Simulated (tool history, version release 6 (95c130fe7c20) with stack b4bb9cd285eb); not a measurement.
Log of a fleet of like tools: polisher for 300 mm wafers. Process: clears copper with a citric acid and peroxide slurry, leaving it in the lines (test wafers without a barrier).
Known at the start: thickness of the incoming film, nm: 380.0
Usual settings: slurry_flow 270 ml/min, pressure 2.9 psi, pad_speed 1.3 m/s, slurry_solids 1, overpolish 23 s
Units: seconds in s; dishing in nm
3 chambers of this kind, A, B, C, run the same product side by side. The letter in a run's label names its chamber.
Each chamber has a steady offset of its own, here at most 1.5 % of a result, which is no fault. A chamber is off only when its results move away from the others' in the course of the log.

| run | hour | slurry_flow | pressure | pad_speed | slurry_solids | overpolish | wafers polished on this pad | hours since the slurry nozzle was cleaned | hours since the head pressure was calibrated | hours since the slurry blender was calibrated | seconds | dishing |
|---|---|---|---|---|---|---|---|---|---|---|---|---|
| 1B | 8.9 | 270 | 2.9 | 1.3 | 1 | 23 | 179 | 93.9 | 105.6 | 51.9 | 116.98 | 45.443 |
| 2C | 14.8 | 270 | 2.9 | 1.3 | 1 | 23 | 579 | 387.8 | 824.1 | 285.5 | 119.56 | 46.294 |
| 3A | 24.7 | 270 | 2.9 | 1.3 | 1 | 23 | 318 | 76.6 | 159.9 | 526.7 | 119.51 | 46.919 |
|  | 35.1 | chamber A: slurry blender recalibrated |
| 4B | 37.2 | 270 | 2.9 | 1.3 | 1 | 23 | 378 | 122.2 | 133.9 | 80.2 | 118.78 | 46.313 |
|  | 44.8 | chamber C: worn pad replaced by a new one |
| 5C | 48.6 | 270 | 2.9 | 1.06 | 1 | 23 | 27 | 421.6 | 857.9 | 319.3 | 144.05 | 39.315 |
|  | 51.1 | chamber C: slurry nozzle cleaned |
| 6A | 61 | 270 | 2.9 | 1.06 | 1 | 23 | 574 | 112.9 | 196.2 | 26 | 143.6 | 39.933 |
| 7B | 72.1 | 270 | 2.9 | 1.06 | 1 | 23 | 624 | 157.1 | 168.8 | 115.1 | 144 | 39.145 |
|  | 81.4 | chamber C: slurry blender recalibrated |
| 8C | 82.2 | 270 | 2.9 | 1.3 | 1 | 23 | 264 | 31.2 | 891.5 | 0.8 | 117.7 | 47.761 |
| 9A | 90.8 | 270 | 2.9 | 1.3 | 1 | 23 | 784 | 142.7 | 226 | 55.8 | 118.36 | 47.747 |
|  | 93.4 | chamber A: worn pad replaced by a new one |
| 10A | 101.2 | 270 | 2.9 | 1.3 | 1 | 23 | 55 | 153.1 | 236.4 | 66.2 | 118.04 | 45.1 |
| 11B | 114 | 270 | 2.9 | 1.3 | 1 | 23 | 920 | 199 | 210.7 | 157 | 121.29 | 46.707 |
| 12C | 119.9 | 270 | 2.9 | 1.3 | 1 | 23 | 529 | 68.9 | 929.2 | 38.5 | 117.77 | 46.102 |
| 13B | 128.7 | 270 | 2.9 | 1.3 | 1 | 23 | 1023 | 213.7 | 225.4 | 171.7 | 119.03 | 45.783 |
|  | 133.7 | chamber C: worn pad replaced by a new one |
| 14A | 134.8 | 270 | 2.9 | 1.3 | 1 | 23 | 292 | 186.7 | 270 | 99.8 | 118.61 | 46.701 |
| 15C | 144 | 270 | 2.9 | 1.3 | 1 | 23 | 72 | 93 | 953.3 | 62.6 | 118.55 | 46.219 |
|  | 153.4 | chamber C: head pressure recalibrated |
|  | 155 | chamber B: worn pad replaced by a new one |
| 16A | 155.8 | 270 | 2.9 | 1.3 | 1 | 23 | 440 | 207.7 | 291 | 120.8 | 117.27 | 44.806 |
| 17B | 161.7 | 270 | 2.9 | 1.3 | 1 | 23 | 47 | 246.7 | 258.4 | 204.7 | 120.89 | 46.35 |
| 18C | 170.1 | 270 | 2.9 | 1.3 | 1 | 23 | 256 | 119.1 | 16.8 | 88.7 | 117.37 | 45.681 |
| 19C | 178.3 | 270 | 2.9 | 1.3 | 1 | 23 | 314 | 127.3 | 25 | 96.9 | 118.15 | 46.599 |
| 20B | 190.5 | 240 | 3.5 | 1.3 | 1 | 23 | 250 | 275.5 | 287.2 | 233.5 | 102.49 | 52.108 |
| 21A | 196.6 | 240 | 3.5 | 1.3 | 1 | 23 | 727 | 248.5 | 331.8 | 161.6 | 100.45 | 54.046 |
| 22C | 205.4 | 240 | 3.5 | 1.3 | 1 | 23 | 505 | 154.4 | 52.1 | 124 | 99.519 | 53.938 |
|  | 209.4 | chamber A: worn pad replaced by a new one |
| 23A | 217 | 270 | 2.9 | 1.3 | 1 | 23 | 53 | 268.9 | 352.2 | 182 | 118.33 | 46.12 |
|  | 227 | chamber C: worn pad replaced by a new one |
| 24B | 229.9 | 270 | 2.9 | 1.3 | 1 | 23 | 528 | 314.9 | 326.6 | 272.9 | 121.23 | 45.428 |
| 25C | 237.4 | 270 | 2.9 | 1.3 | 1 | 23 | 73 | 186.4 | 84.1 | 156 | 116.96 | 47.317 |
| 26A | 249.4 | 270 | 2.9 | 1.3 | 1 | 23 | 282 | 301.3 | 384.6 | 214.4 | 118.83 | 44.967 |
| 27B | 260.3 | 270 | 2.9 | 1.3 | 1 | 10 | 742 | 345.3 | 357 | 303.3 | 122.63 | 21.913 |
| 28A | 270.2 | 270 | 2.9 | 1.3 | 1 | 10 | 428 | 322.1 | 405.4 | 235.2 | 119.44 | 22.958 |
| 29C | 279.8 | 270 | 2.9 | 1.3 | 1 | 10 | 372 | 228.8 | 126.5 | 198.4 | 117.07 | 22.763 |
| 30B | 288.9 | 270 | 2.9 | 1.3 | 1 | 23 | 944 | 373.9 | 385.6 | 331.9 | 122.21 | 44.881 |
| 31C | 296.2 | 270 | 2.9 | 1.3 | 1 | 23 | 488 | 245.2 | 142.9 | 214.8 | 117.68 | 46.097 |
| 32B | 304.3 | 270 | 2.2 | 1.3 | 1 | 34 | 1053 | 389.3 | 401 | 347.3 | 163.35 | 46.026 |
|  | 308.9 | chamber A: slurry nozzle cleaned |
| 33A | 312 | 270 | 2.2 | 1.3 | 1 | 34 | 723 | 3.1 | 447.2 | 277 | 157.55 | 48.943 |
|  | 313.1 | chamber A: worn pad replaced by a new one |
| 34A | 324.9 | 270 | 2.2 | 1.3 | 1 | 34 | 83 | 16 | 460.1 | 289.9 | 155.76 | 50.102 |
|  | 327.7 | chamber C: worn pad replaced by a new one |
| 35B | 337.5 | 270 | 2.9 | 1.3 | 1 | 23 | 1287 | 422.5 | 434.2 | 380.5 | 126.1 | 44.584 |
| 36C | 349.4 | 270 | 2.9 | 1.3 | 1 | 23 | 153 | 298.4 | 196.1 | 268 | 117.66 | 45.12 |
| 37B | 362.5 | 270 | 2.9 | 1.3 | 1 | 23 | 1463 | 447.5 | 459.2 | 405.5 | 124.79 | 45.131 |
| 38A | 368.7 | 270 | 2.9 | 1.3 | 1 | 23 | 392 | 59.8 | 503.9 | 333.7 | 120.73 | 47.01 |
|  | 375.4 | chamber B: worn pad replaced by a new one |
| 39C | 375.9 | 270 | 2.9 | 1.3 | 1 | 23 | 340 | 324.9 | 222.6 | 294.5 | 116.87 | 45.265 |
|  | 385.2 | chamber C: slurry blender recalibrated |
| 40A | 388.8 | 270 | 2.9 | 1.3 | 1 | 23 | 534 | 79.9 | 524 | 353.8 | 119.92 | 46.729 |
|  | 396.8 | chamber B: slurry nozzle cleaned |
| 41C | 401.8 | 270 | 2.9 | 1.3 | 1 | 23 | 522 | 350.8 | 248.5 | 16.6 | 118.99 | 46.006 |
| 42B | 407.8 | 270 | 2.9 | 1.3 | 1 | 23 | 228 | 11 | 504.5 | 450.8 | 126.65 | 41.78 |
| 43C | 414.2 | 270 | 2.9 | 1.3 | 1 | 23 | 610 | 363.2 | 260.9 | 29 | 119.65 | 47.127 |

All 3 chambers run these settings next. Forecast each chamber's results:
| 44A | 423.7 | 270 | 2.9 | 1.6 | 1 | 23 |  |  |  |  | ? | ? |
| 44B | 423.7 | 270 | 2.9 | 1.6 | 1 | 23 |  |  |  |  | ? | ? |
| 44C | 423.7 | 270 | 2.9 | 1.6 | 1 | 23 |  |  |  |  | ? | ? |

| run | seconds | dishing |
|---|---|---|
| 44A | 98.775 | 53.308 |
| 44B | 104.27 | 51.217 |
| 44C | 97.476 | 53.078 |
